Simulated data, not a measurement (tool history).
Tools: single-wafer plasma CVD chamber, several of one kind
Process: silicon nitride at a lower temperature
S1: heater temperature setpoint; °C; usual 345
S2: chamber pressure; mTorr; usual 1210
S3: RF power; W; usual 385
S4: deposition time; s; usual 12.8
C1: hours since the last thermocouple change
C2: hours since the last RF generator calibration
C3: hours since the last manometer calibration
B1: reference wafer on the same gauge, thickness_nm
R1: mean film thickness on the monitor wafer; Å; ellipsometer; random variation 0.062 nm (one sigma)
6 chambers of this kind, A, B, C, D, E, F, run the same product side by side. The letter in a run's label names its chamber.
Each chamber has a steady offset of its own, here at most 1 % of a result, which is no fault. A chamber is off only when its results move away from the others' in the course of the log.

run 1D hour=9.5 | S1=345 S2=1210 S3=385 S4=12.8 | C1=856.8 C2=1229.4 C3=980.0 | B1=17.687 | R1=162.16
run 2B hour=14.9 | S1=345 S2=1210 S3=385 S4=12.8 | C1=381.6 C2=16.5 C3=1369.7 | B1=17.692 | R1=163.00
-- hour=15.2 chamber B: capacitance manometer re-zeroed and calibrated
run 3E hour=24.0 | S1=345 S2=1210 S3=385 S4=12.8 | C1=2409.1 C2=665.8 C3=553.7 | B1=17.694 | R1=163.16
run 4F hour=32.6 | S1=345 S2=1210 S3=385 S4=12.8 | C1=388.3 C2=1782.4 C3=1854.3 | B1=17.705 | R1=162.95
-- hour=35.6 chamber A: capacitance manometer re-zeroed and calibrated
run 5A hour=41.3 | S1=345 S2=1210 S3=385 S4=12.8 | C1=1244.1 C2=139.3 C3=5.7 | B1=17.716 | R1=164.50
run 6C hour=46.0 | S1=345 S2=1210 S3=385 S4=12.8 | C1=2218.2 C2=1432.6 C3=613.2 | B1=17.708 | R1=162.75
run 7D hour=52.5 | S1=345 S2=1210 S3=385 S4=12.8 | C1=899.8 C2=1272.4 C3=1023.0 | B1=17.700 | R1=162.94
run 8C hour=61.6 | S1=353 S2=1350 S3=385 S4=12.8 | C1=2233.8 C2=1448.2 C3=628.8 | B1=17.695 | R1=166.70
run 9A hour=70.0 | S1=353 S2=1350 S3=385 S4=12.8 | C1=1272.8 C2=168.0 C3=34.4 | B1=17.699 | R1=168.27
run 10B hour=75.6 | S1=353 S2=1350 S3=385 S4=12.8 | C1=442.3 C2=77.2 C3=60.4 | B1=17.689 | R1=168.56
run 11F hour=83.7 | S1=353 S2=1350 S3=385 S4=12.8 | C1=439.4 C2=1833.5 C3=1905.4 | B1=17.699 | R1=169.31
run 12E hour=88.3 | S1=353 S2=1350 S3=385 S4=12.8 | C1=2473.4 C2=730.1 C3=618.0 | B1=17.712 | R1=166.87
run 13A hour=92.7 | S1=353 S2=1350 S3=385 S4=12.8 | C1=1295.5 C2=190.7 C3=57.1 | B1=17.698 | R1=168.22
run 14E hour=100.2 | S1=345 S2=1210 S3=335 S4=14.7 | C1=2485.3 C2=742.0 C3=629.9 | B1=17.701 | R1=171.20
run 15B hour=108.1 | S1=345 S2=1210 S3=335 S4=14.7 | C1=474.8 C2=109.7 C3=92.9 | B1=17.696 | R1=171.16
run 16D hour=116.3 | S1=345 S2=1210 S3=335 S4=14.7 | C1=963.6 C2=1336.2 C3=1086.8 | B1=17.700 | R1=170.51
run 17F hour=120.9 | S1=345 S2=1210 S3=335 S4=14.7 | C1=476.6 C2=1870.7 C3=1942.6 | B1=17.697 | R1=172.48
run 18C hour=127.0 | S1=345 S2=1210 S3=335 S4=14.7 | C1=2299.2 C2=1513.6 C3=694.2 | B1=17.699 | R1=171.06
run 19C hour=136.2 | S1=345 S2=1210 S3=335 S4=14.7 | C1=2308.4 C2=1522.8 C3=703.4 | B1=17.699 | R1=170.81
run 20F hour=142.5 | S1=345 S2=1210 S3=385 S4=12.8 | C1=498.2 C2=1892.3 C3=1964.2 | B1=17.700 | R1=165.04
run 21B hour=151.3 | S1=345 S2=1210 S3=385 S4=12.8 | C1=518.0 C2=152.9 C3=136.1 | B1=17.684 | R1=163.03
run 22D hour=157.1 | S1=350 S2=1100 S3=385 S4=12.8 | C1=1004.4 C2=1377.0 C3=1127.6 | B1=17.711 | R1=156.95
run 23A hour=161.7 | S1=350 S2=1100 S3=385 S4=12.8 | C1=1364.5 C2=259.7 C3=126.1 | B1=17.694 | R1=157.73
-- hour=168.0 chamber D: RF generator calibrated
-- hour=169.8 chamber C: thermocouple changed; heater temperature recalibrated
run 24E hour=171.1 | S1=350 S2=1100 S3=385 S4=12.8 | C1=2556.2 C2=812.9 C3=700.8 | B1=17.707 | R1=158.12
run 25B hour=178.3 | S1=350 S2=1100 S3=385 S4=12.8 | C1=545.0 C2=179.9 C3=163.1 | B1=17.684 | R1=158.82
run 26C hour=186.5 | S1=350 S2=1100 S3=385 S4=12.8 | C1=16.8 C2=1573.1 C3=753.7 | B1=17.705 | R1=157.94
run 27D hour=193.1 | S1=350 S2=1100 S3=385 S4=12.8 | C1=1040.4 C2=25.2 C3=1163.6 | B1=17.707 | R1=157.96
run 28F hour=202.9 | S1=345 S2=1210 S3=385 S4=12.8 | C1=558.6 C2=1952.7 C3=2024.6 | B1=17.690 | R1=164.32
run 29E hour=213.0 | S1=345 S2=1210 S3=385 S4=12.8 | C1=2598.1 C2=854.8 C3=742.7 | B1=17.707 | R1=162.52
run 30A hour=221.5 | S1=345 S2=1210 S3=385 S4=12.8 | C1=1424.3 C2=319.5 C3=185.9 | B1=17.729 | R1=164.79
-- hour=225.7 chamber D: capacitance manometer re-zeroed and calibrated
run 31C hour=229.7 | S1=345 S2=1210 S3=385 S4=12.8 | C1=60.0 C2=1616.3 C3=796.9 | B1=17.695 | R1=163.18
run 32F hour=235.5 | S1=345 S2=1210 S3=385 S4=12.8 | C1=591.2 C2=1985.3 C3=2057.2 | B1=17.693 | R1=163.42
run 33E hour=242.8 | S1=335 S2=1210 S3=385 S4=13.9 | C1=2627.9 C2=884.6 C3=772.5 | B1=17.712 | R1=176.98
run 34A hour=251.7 | S1=335 S2=1210 S3=385 S4=13.9 | C1=1454.5 C2=349.7 C3=216.1 | B1=17.700 | R1=179.10
run 35D hour=256.5 | S1=335 S2=1210 S3=385 S4=13.9 | C1=1103.8 C2=88.6 C3=30.9 | B1=17.703 | R1=176.58
run 36B hour=262.0 | S1=335 S2=1210 S3=385 S4=13.9 | C1=628.7 C2=263.6 C3=246.8 | B1=17.701 | R1=178.20
-- hour=268.8 chamber E: thermocouple changed; heater temperature recalibrated
run 37D hour=270.3 | S1=335 S2=1210 S3=385 S4=13.9 | C1=1117.6 C2=102.4 C3=44.7 | B1=17.720 | R1=177.40
run 38A hour=277.2 | S1=335 S2=1210 S3=385 S4=13.9 | C1=1480.0 C2=375.2 C3=241.6 | B1=17.704 | R1=179.11
run 39B hour=286.9 | S1=345 S2=1210 S3=385 S4=12.8 | C1=653.6 C2=288.5 C3=271.7 | B1=17.695 | R1=164.51
run 40E hour=291.6 | S1=345 S2=1210 S3=385 S4=12.8 | C1=22.8 C2=933.4 C3=821.3 | B1=17.704 | R1=162.19
run 41F hour=301.7 | S1=345 S2=1210 S3=385 S4=12.8 | C1=657.4 C2=2051.5 C3=2123.4 | B1=17.693 | R1=163.67
run 42C hour=309.2 | S1=345 S2=1210 S3=385 S4=12.8 | C1=139.5 C2=1695.8 C3=876.4 | B1=17.695 | R1=162.86
run 43C hour=317.3 | S1=345 S2=1210 S3=385 S4=12.8 | C1=147.6 C2=1703.9 C3=884.5 | B1=17.707 | R1=162.25

Next, every chamber runs the same settings. What will each give?
run 44A hour=324.5 | S1=345 S2=1070 S3=385 S4=12.8 | R1=?
run 44B hour=324.5 | S1=345 S2=1070 S3=385 S4=12.8 | R1=?
run 44C hour=324.5 | S1=345 S2=1070 S3=385 S4=12.8 | R1=?
run 44D hour=324.5 | S1=345 S2=1070 S3=385 S4=12.8 | R1=?
run 44E hour=324.5 | S1=345 S2=1070 S3=385 S4=12.8 | R1=?
run 44F hour=324.5 | S1=345 S2=1070 S3=385 S4=12.8 | R1=?

run=44A R1=158.09
run=44B R1=156.09
run=44C R1=156.70
run=44D R1=157.49
run=44E R1=156.63
run=44F R1=157.54
